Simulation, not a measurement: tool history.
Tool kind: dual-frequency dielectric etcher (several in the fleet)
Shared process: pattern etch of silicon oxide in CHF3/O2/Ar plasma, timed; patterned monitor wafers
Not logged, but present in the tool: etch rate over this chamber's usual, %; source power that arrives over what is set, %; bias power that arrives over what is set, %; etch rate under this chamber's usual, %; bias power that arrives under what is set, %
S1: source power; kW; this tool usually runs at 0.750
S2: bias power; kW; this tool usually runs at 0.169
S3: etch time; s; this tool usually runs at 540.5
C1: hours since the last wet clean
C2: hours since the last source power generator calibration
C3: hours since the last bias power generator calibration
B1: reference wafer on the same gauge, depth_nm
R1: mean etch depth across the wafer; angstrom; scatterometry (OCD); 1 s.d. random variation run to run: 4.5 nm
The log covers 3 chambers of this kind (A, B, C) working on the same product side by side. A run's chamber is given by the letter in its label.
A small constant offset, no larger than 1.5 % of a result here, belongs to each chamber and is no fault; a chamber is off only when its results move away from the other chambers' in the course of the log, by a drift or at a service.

| run | hour | S1 | S2 | S3 | C1 | C2 | C3 | B1 | R1 |
|---|---|---|---|---|---|---|---|---|---|
| 1C | 2.7 | 0.750 | 0.169 | 540.5 | 55.5 | 1038.9 | 68.2 | 1220.1 | 11554 |
| 2A | 7.7 | 0.750 | 0.169 | 540.5 | 337.5 | 2300.8 | 679.4 | 1221.2 | 11386 |
| 3B | 10.4 | 0.750 | 0.169 | 540.5 | 101.7 | 1302.1 | 1311.0 | 1219.7 | 11297 |
| 4C | 15.1 | 0.750 | 0.169 | 540.5 | 67.9 | 1051.3 | 80.6 | 1219.7 | 11593 |
| 5B | 20.1 | 0.750 | 0.169 | 540.5 | 111.4 | 1311.8 | 1320.7 | 1220.6 | 11406 |
| 6A | 23.0 | 0.750 | 0.169 | 540.5 | 352.8 | 2316.1 | 694.7 | 1220.5 | 11400 |
| 7A | 25.7 | 0.750 | 0.169 | 540.5 | 355.5 | 2318.8 | 697.4 | 1219.4 | 11308 |
| 8C | 28.8 | 0.750 | 0.169 | 540.5 | 81.6 | 1065.0 | 94.3 | 1219.8 | 11495 |
| 9B | 34.4 | 0.750 | 0.169 | 540.5 | 125.7 | 1326.1 | 1335.0 | 1220.6 | 11270 |
| 10C | 39.5 | 0.750 | 0.169 | 540.5 | 92.3 | 1075.7 | 105.0 | 1219.8 | 11461 |
| 11B | 42.6 | 0.830 | 0.169 | 540.5 | 133.9 | 1334.3 | 1343.2 | 1218.8 | 11667 |
| 12A | 47.6 | 0.830 | 0.169 | 540.5 | 377.4 | 2340.7 | 719.3 | 1220.6 | 11856 |
| 13C | 53.2 | 0.830 | 0.169 | 540.5 | 106.0 | 1089.4 | 118.7 | 1219.3 | 11959 |
| 14A | 56.5 | 0.750 | 0.169 | 540.5 | 386.3 | 2349.6 | 728.2 | 1220.8 | 11295 |
|  | 61.6 | chamber A: wet clean of the chamber |
| 15B | 61.8 | 0.750 | 0.169 | 540.5 | 153.1 | 1353.5 | 1362.4 | 1219.9 | 11265 |
| 16A | 66.4 | 0.750 | 0.169 | 540.5 | 4.9 | 2359.5 | 738.1 | 1219.0 | 11317 |
| 17C | 69.2 | 0.750 | 0.169 | 540.5 | 122.0 | 1105.4 | 134.7 | 1220.9 | 11610 |
| 18B | 73.8 | 0.750 | 0.169 | 540.5 | 165.1 | 1365.5 | 1374.4 | 1220.4 | 11193 |
| 19A | 77.1 | 0.750 | 0.169 | 540.5 | 15.6 | 2370.2 | 748.8 | 1220.2 | 11291 |
| 20C | 82.6 | 0.750 | 0.169 | 540.5 | 135.4 | 1118.8 | 148.1 | 1220.1 | 11469 |
| 21B | 86.0 | 0.750 | 0.169 | 540.5 | 177.3 | 1377.7 | 1386.6 | 1221.5 | 11117 |
| 22C | 88.6 | 0.750 | 0.169 | 540.5 | 141.4 | 1124.8 | 154.1 | 1220.2 | 11492 |
| 23A | 92.2 | 0.750 | 0.169 | 540.5 | 30.7 | 2385.3 | 763.9 | 1220.5 | 11399 |
| 24B | 96.5 | 0.750 | 0.169 | 540.5 | 187.8 | 1388.2 | 1397.1 | 1220.1 | 11161 |
| 25C | 101.9 | 0.750 | 0.169 | 540.5 | 154.7 | 1138.1 | 167.4 | 1220.0 | 11557 |
| 26A | 107.4 | 0.750 | 0.169 | 540.5 | 45.9 | 2400.5 | 779.1 | 1220.8 | 11330 |
| 27B | 113.1 | 0.750 | 0.169 | 540.5 | 204.4 | 1404.8 | 1413.7 | 1219.9 | 11116 |
| 28A | 118.0 | 0.750 | 0.169 | 540.5 | 56.5 | 2411.1 | 789.7 | 1221.8 | 11307 |
| 29C | 121.8 | 0.750 | 0.209 | 540.5 | 174.6 | 1158.0 | 187.3 | 1219.7 | 12398 |
| 30B | 126.9 | 0.750 | 0.209 | 540.5 | 218.2 | 1418.6 | 1427.5 | 1218.7 | 11769 |
| 31C | 131.6 | 0.750 | 0.209 | 540.5 | 184.4 | 1167.8 | 197.1 | 1220.4 | 12428 |
| 32A | 135.1 | 0.750 | 0.169 | 540.5 | 73.6 | 2428.2 | 806.8 | 1219.4 | 11361 |
| 33B | 139.0 | 0.750 | 0.169 | 540.5 | 230.3 | 1430.7 | 1439.6 | 1219.9 | 11014 |
| 34C | 143.7 | 0.750 | 0.169 | 540.5 | 196.5 | 1179.9 | 209.2 | 1220.1 | 11468 |
| 35A | 147.4 | 0.750 | 0.169 | 540.5 | 85.9 | 2440.5 | 819.1 | 1219.7 | 11402 |
| 36B | 152.1 | 0.750 | 0.169 | 540.5 | 243.4 | 1443.8 | 1452.7 | 1220.5 | 10973 |
| 37A | 155.4 | 0.750 | 0.169 | 540.5 | 93.9 | 2448.5 | 827.1 | 1219.4 | 11273 |
| 38B | 159.6 | 0.750 | 0.169 | 540.5 | 250.9 | 1451.3 | 1460.2 | 1219.9 | 10934 |

What goes on in this fleet: one chamber off, a drifting gauge, or nothing beyond the chambers' own small offsets? Name the chamber and the cause, if any.

Chamber B drifts away from the others.
Likeliest cause: etch rate under this chamber's usual, % = 3.96.

Here are 4 candidates for chamber B's next run, each the usual settings with a change, their results left as question marks. Which one brings its results back in line with what the others give on the usual settings?
Maximum distance from the other chambers' mean on the usual settings for a result to count as in line: R1 160 angstrom
| 39B-1 | 163.8 | 0.750 | 0.170 | 549.5 |  |  |  |  | ? |
| 39B-2 | 163.8 | 0.750 | 0.168 | 531.5 |  |  |  |  | ? |
| 39B-3 | 163.8 | 0.840 | 0.169 | 540.5 |  |  |  |  | ? |
| 39B-4 | 163.8 | 0.740 | 0.168 | 520.0 |  |  |  |  | ? |

On the usual settings, the other chambers give on average: R1 11429 angstrom
| run | R1 |
|---|---|
| 39B-1 | 11114 |
| 39B-2 | 10708 |
| 39B-3 | 11396 |
| 39B-4 | 10423 |
39B-3 puts the chamber back in line with the other chambers.
